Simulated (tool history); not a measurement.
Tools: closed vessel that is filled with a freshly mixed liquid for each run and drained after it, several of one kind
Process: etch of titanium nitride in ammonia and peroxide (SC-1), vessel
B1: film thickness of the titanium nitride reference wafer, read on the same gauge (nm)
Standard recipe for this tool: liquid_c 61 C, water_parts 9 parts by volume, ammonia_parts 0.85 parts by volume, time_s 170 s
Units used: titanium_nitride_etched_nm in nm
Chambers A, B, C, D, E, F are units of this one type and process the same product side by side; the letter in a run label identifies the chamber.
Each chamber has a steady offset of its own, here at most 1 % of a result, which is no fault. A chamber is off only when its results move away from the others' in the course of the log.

Run 1D, hour 2.1: usual settings; B1 69.999. Result: titanium_nitride_etched_nm 22.84 nm.
Run 2B, hour 6: usual settings; B1 70.024. Result: titanium_nitride_etched_nm 22.713 nm.
Run 3A, hour 8.5: usual settings; B1 69.972. Result: titanium_nitride_etched_nm 22.839 nm.
Run 4F, hour 10.7: usual settings; B1 69.986. Result: titanium_nitride_etched_nm 23.202 nm.
Run 5E, hour 13: usual settings; B1 69.973. Result: titanium_nitride_etched_nm 23.207 nm.
Run 6C, hour 15.1: usual settings; B1 70.027. Result: titanium_nitride_etched_nm 22.604 nm.
Run 7D, hour 17.1: usual settings; B1 69.996. Result: titanium_nitride_etched_nm 22.405 nm.
Run 8B, hour 19.1: usual settings but water_parts 6.5 parts by volume; B1 69.992. Result: titanium_nitride_etched_nm 26.536 nm.
Run 9E, hour 21.9: usual settings but water_parts 6.5 parts by volume; B1 70.002. Result: titanium_nitride_etched_nm 26.889 nm.
Run 10C, hour 25.3: usual settings but water_parts 6.5 parts by volume; B1 69.983. Result: titanium_nitride_etched_nm 26.549 nm.
Run 11A, hour 28.9: usual settings but water_parts 6.5 parts by volume; B1 70.046. Result: titanium_nitride_etched_nm 26.52 nm.
Run 12F, hour 31.7: usual settings but water_parts 6.5 parts by volume; B1 70.033. Result: titanium_nitride_etched_nm 27.552 nm.
Run 13B, hour 35.4: usual settings but water_parts 6.5 parts by volume; B1 69.972. Result: titanium_nitride_etched_nm 26.718 nm.
Run 14E, hour 38.4: usual settings; B1 70.001. Result: titanium_nitride_etched_nm 22.711 nm.
Run 15C, hour 41: usual settings but liquid_c 66 C; B1 70.019. Result: titanium_nitride_etched_nm 31.359 nm.
Run 16A, hour 43: usual settings but liquid_c 66 C; B1 69.965. Result: titanium_nitride_etched_nm 31.41 nm.
Run 17D, hour 45.8: usual settings but liquid_c 66 C; B1 69.988. Result: titanium_nitride_etched_nm 31.616 nm.
Run 18F, hour 49.4: usual settings but liquid_c 66 C; B1 69.964. Result: titanium_nitride_etched_nm 32.184 nm.
Run 19D, hour 53.3: usual settings but liquid_c 66 C; B1 69.967. Result: titanium_nitride_etched_nm 31.964 nm.
Run 20A, hour 56.7: usual settings but liquid_c 66 C; B1 69.975. Result: titanium_nitride_etched_nm 30.87 nm.
Run 21B, hour 61: usual settings but water_parts 7 parts by volume, time_s 95 s; B1 70.041. Result: titanium_nitride_etched_nm 14.268 nm.
Run 22C, hour 64.3: usual settings but water_parts 7 parts by volume, time_s 95 s; B1 70.053. Result: titanium_nitride_etched_nm 14.321 nm.
Run 23F, hour 67.2: usual settings but water_parts 7 parts by volume, time_s 95 s; B1 69.993. Result: titanium_nitride_etched_nm 15.222 nm.
Run 24E, hour 69.4: usual settings but water_parts 7 parts by volume, time_s 95 s; B1 70.021. Result: titanium_nitride_etched_nm 14.5 nm.
Run 25B, hour 72: usual settings but water_parts 7 parts by volume, time_s 95 s; B1 70.053. Result: titanium_nitride_etched_nm 14.388 nm.
Run 26D, hour 74.3: usual settings but water_parts 7 parts by volume, time_s 95 s; B1 70.027. Result: titanium_nitride_etched_nm 14.424 nm.
Run 27F, hour 78.1: usual settings; B1 69.968. Result: titanium_nitride_etched_nm 24.04 nm.
Run 28C, hour 81.4: usual settings; B1 70.023. Result: titanium_nitride_etched_nm 22.709 nm.
Run 29E, hour 85.7: usual settings; B1 69.988. Result: titanium_nitride_etched_nm 22.658 nm.
Run 30A, hour 89.8: usual settings; B1 69.987. Result: titanium_nitride_etched_nm 22.399 nm.
Run 31B, hour 92.8: usual settings; B1 70.042. Result: titanium_nitride_etched_nm 23.09 nm.
Run 32C, hour 94.9: usual settings; B1 70.016. Result: titanium_nitride_etched_nm 22.505 nm.
Run 33A, hour 97.8: usual settings; B1 70.005. Result: titanium_nitride_etched_nm 22.507 nm.
At hour 101.6: chamber E: new drum of ammonia solution connected.
Run 34E, hour 101.6: usual settings; B1 70.009. Result: titanium_nitride_etched_nm 22.809 nm.
At hour 104.6: chamber D: ammonia flow meter replaced.
Run 35D, hour 104.9: usual settings; B1 70.009. Result: titanium_nitride_etched_nm 23.185 nm.
Run 36F, hour 109: usual settings; B1 69.997. Result: titanium_nitride_etched_nm 24.367 nm.
Run 37A, hour 113.2: usual settings; B1 70.021. Result: titanium_nitride_etched_nm 22.947 nm.
Run 38B, hour 115.4: usual settings; B1 69.996. Result: titanium_nitride_etched_nm 22.494 nm.
Run 39F, hour 118.4: usual settings; B1 69.979. Result: titanium_nitride_etched_nm 24.88 nm.
Run 40D, hour 121.1: usual settings but water_parts 11.5 parts by volume, ammonia_parts 1.1 parts by volume; B1 69.991. Result: titanium_nitride_etched_nm 21.105 nm.
Run 41E, hour 125: usual settings but water_parts 11.5 parts by volume, ammonia_parts 1.1 parts by volume; B1 70.065. Result: titanium_nitride_etched_nm 21.237 nm.

Does one chamber stand apart from the rest, does the shared gauge drift, or is all well apart from small per-chamber offsets? Give the chamber and the most likely cause, where there is one.

It is chamber F that slowly wanders off from its peers.
Likeliest cause: liquid hotter than its thermometer reads (K) = 1.03.

Chamber F could run next with any of the 4 candidate recipes listed below; each alters the usual settings, and their results appear as question marks. Which one brings its results back in line with what the other chambers deliver on the usual settings?
A result is in line if it is within this distance of the other chambers' mean on the usual settings: titanium_nitride_etched_nm 0.71 nm
Run 42F-1, hour 128.2: usual settings but water_parts 11.5 parts by volume, ammonia_parts 0.8 parts by volume. Result: titanium_nitride_etched_nm ?.
Run 42F-2, hour 128.2: usual settings but liquid_c 60 C, time_s 165 s. Result: titanium_nitride_etched_nm ?.
Run 42F-3, hour 128.2: usual settings but water_parts 7.5 parts by volume. Result: titanium_nitride_etched_nm ?.
Run 42F-4, hour 128.2: usual settings but time_s 195 s. Result: titanium_nitride_etched_nm ?.

What the other chambers average on the usual settings: titanium_nitride_etched_nm 22.866 nm
  run  titanium_nitride_etched_nm
42F-1                      21.717
42F-2                      22.594
42F-3                      27.169
42F-4                      28.494
It is 42F-2 that realigns the chamber with its peers.
